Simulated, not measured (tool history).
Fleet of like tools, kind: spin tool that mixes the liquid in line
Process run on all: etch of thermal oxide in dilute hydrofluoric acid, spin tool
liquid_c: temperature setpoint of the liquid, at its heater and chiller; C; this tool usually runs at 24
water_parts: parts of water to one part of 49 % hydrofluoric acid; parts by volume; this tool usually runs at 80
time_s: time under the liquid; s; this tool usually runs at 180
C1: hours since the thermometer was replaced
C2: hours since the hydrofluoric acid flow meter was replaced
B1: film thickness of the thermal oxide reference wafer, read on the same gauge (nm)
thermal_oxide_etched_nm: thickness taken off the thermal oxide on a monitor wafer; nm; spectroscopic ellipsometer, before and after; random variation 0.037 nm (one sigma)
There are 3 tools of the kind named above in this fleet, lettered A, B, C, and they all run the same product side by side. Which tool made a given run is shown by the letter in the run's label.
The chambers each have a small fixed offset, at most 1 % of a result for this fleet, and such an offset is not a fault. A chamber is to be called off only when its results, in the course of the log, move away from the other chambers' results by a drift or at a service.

run 1C hour=8.7 | liquid_c=24 water_parts=80 time_s=180 | C1=227.1 C2=1566.9 | B1=120.01 | thermal_oxide_etched_nm=11.2370
run 2A hour=15.4 | liquid_c=24 water_parts=80 time_s=180 | C1=388.9 C2=38.0 | B1=120.01 | thermal_oxide_etched_nm=11.2020
run 3B hour=20.5 | liquid_c=24 water_parts=80 time_s=180 | C1=60.6 C2=582.8 | B1=119.97 | thermal_oxide_etched_nm=11.2300
run 4C hour=26.5 | liquid_c=24 water_parts=80 time_s=180 | C1=244.9 C2=1584.7 | B1=119.99 | thermal_oxide_etched_nm=11.2520
run 5B hour=33.2 | liquid_c=24 water_parts=80 time_s=180 | C1=73.3 C2=595.5 | B1=119.99 | thermal_oxide_etched_nm=11.2080
run 6A hour=38.2 | liquid_c=24 water_parts=80 time_s=180 | C1=411.7 C2=60.8 | B1=119.97 | thermal_oxide_etched_nm=11.2440
run 7A hour=45.9 | liquid_c=24 water_parts=80 time_s=180 | C1=419.4 C2=68.5 | B1=120.02 | thermal_oxide_etched_nm=11.2390
run 8B hour=54.0 | liquid_c=27 water_parts=80 time_s=180 | C1=94.1 C2=616.3 | B1=120.00 | thermal_oxide_etched_nm=12.6290
run 9C hour=59.8 | liquid_c=27 water_parts=80 time_s=180 | C1=278.2 C2=1618.0 | B1=120.01 | thermal_oxide_etched_nm=12.7320
run 10B hour=65.8 | liquid_c=27 water_parts=80 time_s=180 | C1=105.9 C2=628.1 | B1=120.01 | thermal_oxide_etched_nm=12.5990
run 11A hour=74.2 | liquid_c=24 water_parts=80 time_s=180 | C1=447.7 C2=96.8 | B1=119.98 | thermal_oxide_etched_nm=11.2270
run 12C hour=83.9 | liquid_c=24 water_parts=80 time_s=180 | C1=302.3 C2=1642.1 | B1=120.00 | thermal_oxide_etched_nm=11.4010
run 13C hour=89.9 | liquid_c=24 water_parts=80 time_s=180 | C1=308.3 C2=1648.1 | B1=119.99 | thermal_oxide_etched_nm=11.3260
run 14B hour=98.3 | liquid_c=24 water_parts=80 time_s=85 | C1=138.4 C2=660.6 | B1=120.02 | thermal_oxide_etched_nm=5.3073
run 15A hour=107.6 | liquid_c=24 water_parts=80 time_s=85 | C1=481.1 C2=130.2 | B1=119.96 | thermal_oxide_etched_nm=5.2964
run 16A hour=112.8 | liquid_c=24 water_parts=80 time_s=85 | C1=486.3 C2=135.4 | B1=120.03 | thermal_oxide_etched_nm=5.3166
run 17C hour=120.6 | liquid_c=24 water_parts=80 time_s=180 | C1=339.0 C2=1678.8 | B1=120.00 | thermal_oxide_etched_nm=11.4670
run 18B hour=128.5 | liquid_c=24 water_parts=105 time_s=265 | C1=168.6 C2=690.8 | B1=119.98 | thermal_oxide_etched_nm=12.1090
-- hour=132.9 chamber C: hydrofluoric acid flow meter replaced
run 19A hour=137.3 | liquid_c=24 water_parts=105 time_s=265 | C1=510.8 C2=159.9 | B1=120.02 | thermal_oxide_etched_nm=12.0700
run 20C hour=143.7 | liquid_c=24 water_parts=105 time_s=265 | C1=362.1 C2=10.8 | B1=119.99 | thermal_oxide_etched_nm=12.4930
run 21B hour=148.4 | liquid_c=24 water_parts=80 time_s=180 | C1=188.5 C2=710.7 | B1=119.98 | thermal_oxide_etched_nm=11.2360
run 22B hour=155.0 | liquid_c=22 water_parts=80 time_s=95 | C1=195.1 C2=717.3 | B1=120.01 | thermal_oxide_etched_nm=5.4848
run 23A hour=163.6 | liquid_c=22 water_parts=80 time_s=95 | C1=537.1 C2=186.2 | B1=119.99 | thermal_oxide_etched_nm=5.4533
run 24C hour=172.1 | liquid_c=22 water_parts=80 time_s=95 | C1=390.5 C2=39.2 | B1=120.02 | thermal_oxide_etched_nm=5.6172
run 25A hour=179.7 | liquid_c=24 water_parts=80 time_s=180 | C1=553.2 C2=202.3 | B1=119.97 | thermal_oxide_etched_nm=11.2350

All 3 chambers run these settings next. Forecast each chamber's results:
run 26A hour=186.7 | liquid_c=24 water_parts=80 time_s=180 | thermal_oxide_etched_nm=?
run 26B hour=186.7 | liquid_c=24 water_parts=80 time_s=180 | thermal_oxide_etched_nm=?
run 26C hour=186.7 | liquid_c=24 water_parts=80 time_s=180 | thermal_oxide_etched_nm=?

run=26A thermal_oxide_etched_nm=11.2300
run=26B thermal_oxide_etched_nm=11.1610
run=26C thermal_oxide_etched_nm=11.5710

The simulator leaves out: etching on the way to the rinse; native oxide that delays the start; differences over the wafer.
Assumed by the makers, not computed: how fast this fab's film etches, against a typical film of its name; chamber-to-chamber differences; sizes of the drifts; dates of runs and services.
